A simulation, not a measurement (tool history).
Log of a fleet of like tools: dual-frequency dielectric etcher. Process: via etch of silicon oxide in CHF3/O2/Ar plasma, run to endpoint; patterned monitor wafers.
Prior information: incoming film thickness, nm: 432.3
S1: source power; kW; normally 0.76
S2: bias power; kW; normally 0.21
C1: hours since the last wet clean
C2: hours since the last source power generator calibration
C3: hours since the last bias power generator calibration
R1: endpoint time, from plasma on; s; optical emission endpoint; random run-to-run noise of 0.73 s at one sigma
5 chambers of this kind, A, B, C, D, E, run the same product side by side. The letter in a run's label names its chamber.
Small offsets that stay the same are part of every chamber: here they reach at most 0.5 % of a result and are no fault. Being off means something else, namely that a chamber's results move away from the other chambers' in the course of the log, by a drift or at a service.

-- day=0.367 chamber B: wet clean of the chamber
run 1D day=0.383 | S1=0.76 S2=0.21 | C1=421.7 C2=1238.2 C3=2205.1 | R1=190.26
-- day=0.558 chamber D: wet clean of the chamber
run 2B day=0.6 | S1=0.76 S2=0.21 | C1=5.6 C2=520.8 C3=1029.3 | R1=189.43
run 3C day=0.796 | S1=0.76 S2=0.21 | C1=157.6 C2=1115.1 C3=284.1 | R1=190.64
run 4A day=1.233 | S1=0.76 S2=0.21 | C1=125 C2=2562.1 C3=2967 | R1=191.2
run 5E day=1.579 | S1=0.76 S2=0.21 | C1=193.9 C2=838.2 C3=3253.9 | R1=190.76
run 6A day=2.017 | S1=0.76 S2=0.21 | C1=143.8 C2=2580.9 C3=2985.8 | R1=189.84
run 7D day=2.35 | S1=0.76 S2=0.21 | C1=43.1 C2=1285.4 C3=2252.3 | R1=190.04
-- day=2.517 chamber A: bias power generator calibrated
run 8C day=2.721 | S1=0.76 S2=0.248 | C1=203.8 C2=1161.3 C3=330.3 | R1=178.37
run 9E day=3.075 | S1=0.76 S2=0.248 | C1=229.8 C2=874.1 C3=3289.8 | R1=180.28
run 10B day=3.462 | S1=0.76 S2=0.248 | C1=74.3 C2=589.5 C3=1098 | R1=178.9
run 11A day=3.746 | S1=0.76 S2=0.248 | C1=185.3 C2=2622.4 C3=29.6 | R1=179.42
run 12B day=4.117 | S1=0.76 S2=0.248 | C1=90 C2=605.2 C3=1113.7 | R1=179.96
run 13E day=4.317 | S1=0.85 S2=0.186 | C1=259.6 C2=903.9 C3=3319.6 | R1=189.01
run 14C day=4.679 | S1=0.85 S2=0.186 | C1=250.8 C2=1208.3 C3=377.3 | R1=187.3
run 15D day=4.892 | S1=0.85 S2=0.186 | C1=104.1 C2=1346.4 C3=2313.3 | R1=189.01
run 16C day=5.242 | S1=0.85 S2=0.186 | C1=264.3 C2=1221.8 C3=390.8 | R1=186.3
run 17E day=5.679 | S1=0.85 S2=0.186 | C1=292.3 C2=936.6 C3=3352.3 | R1=188.86
run 18B day=5.917 | S1=0.76 S2=0.17 | C1=133.2 C2=648.4 C3=1156.9 | R1=203.26
run 19D day=6.158 | S1=0.76 S2=0.17 | C1=134.5 C2=1376.8 C3=2343.7 | R1=203.43
run 20A day=6.554 | S1=0.76 S2=0.17 | C1=252.7 C2=2689.8 C3=97 | R1=203.36
run 21D day=6.792 | S1=0.76 S2=0.17 | C1=149.7 C2=1392 C3=2358.9 | R1=205.38
run 22C day=6.988 | S1=0.76 S2=0.17 | C1=306.2 C2=1263.7 C3=432.7 | R1=198.58
run 23E day=7.279 | S1=0.76 S2=0.21 | C1=330.7 C2=975 C3=3390.7 | R1=190.89
run 24B day=7.65 | S1=0.76 S2=0.21 | C1=174.8 C2=690 C3=1198.5 | R1=190.05
run 25A day=8.062 | S1=0.76 S2=0.21 | C1=288.9 C2=2726 C3=133.2 | R1=190.44
run 26A day=8.342 | S1=0.76 S2=0.21 | C1=295.6 C2=2732.7 C3=139.9 | R1=190.44
run 27B day=8.675 | S1=0.76 S2=0.21 | C1=199.4 C2=714.6 C3=1223.1 | R1=188.21
run 28E day=8.958 | S1=0.76 S2=0.21 | C1=371 C2=1015.3 C3=3431 | R1=189.64
run 29D day=9.325 | S1=0.76 S2=0.21 | C1=210.5 C2=1452.8 C3=2419.7 | R1=189.56
run 30C day=9.604 | S1=0.76 S2=0.21 | C1=369 C2=1326.5 C3=495.5 | R1=182.99

Read the log: is a single chamber off, either drifting away or since a service, is the gauge that measures every chamber drifting, or is nothing wrong beyond small per-chamber offsets? Name any odd chamber and what most likely caused it.

One chamber, C, drifts off from the rest bit by bit.
What lies behind it: etch rate over this chamber's usual, % = 3.96.

Which of the 4 candidates below, each the usual settings with something changed and its results left as question marks, puts chamber C back in line with what the other chambers give on the usual settings?
In line here means within this much of the mean the other chambers give on the usual settings: R1 2.6 s
run 31C-1 day=9.925 | S1=0.77 S2=0.213 | R1=?
run 31C-2 day=9.925 | S1=0.8 S2=0.22 | R1=?
run 31C-3 day=9.925 | S1=0.74 S2=0.21 | R1=?
run 31C-4 day=9.925 | S1=0.69 S2=0.21 | R1=?

The mean the other chambers reach with the usual settings: R1 189.79 s
run=31C-1 R1=180.86
run=31C-2 R1=176.31
run=31C-3 R1=184.49
run=31C-4 R1=189.44
31C-4 brings the chamber back in line.
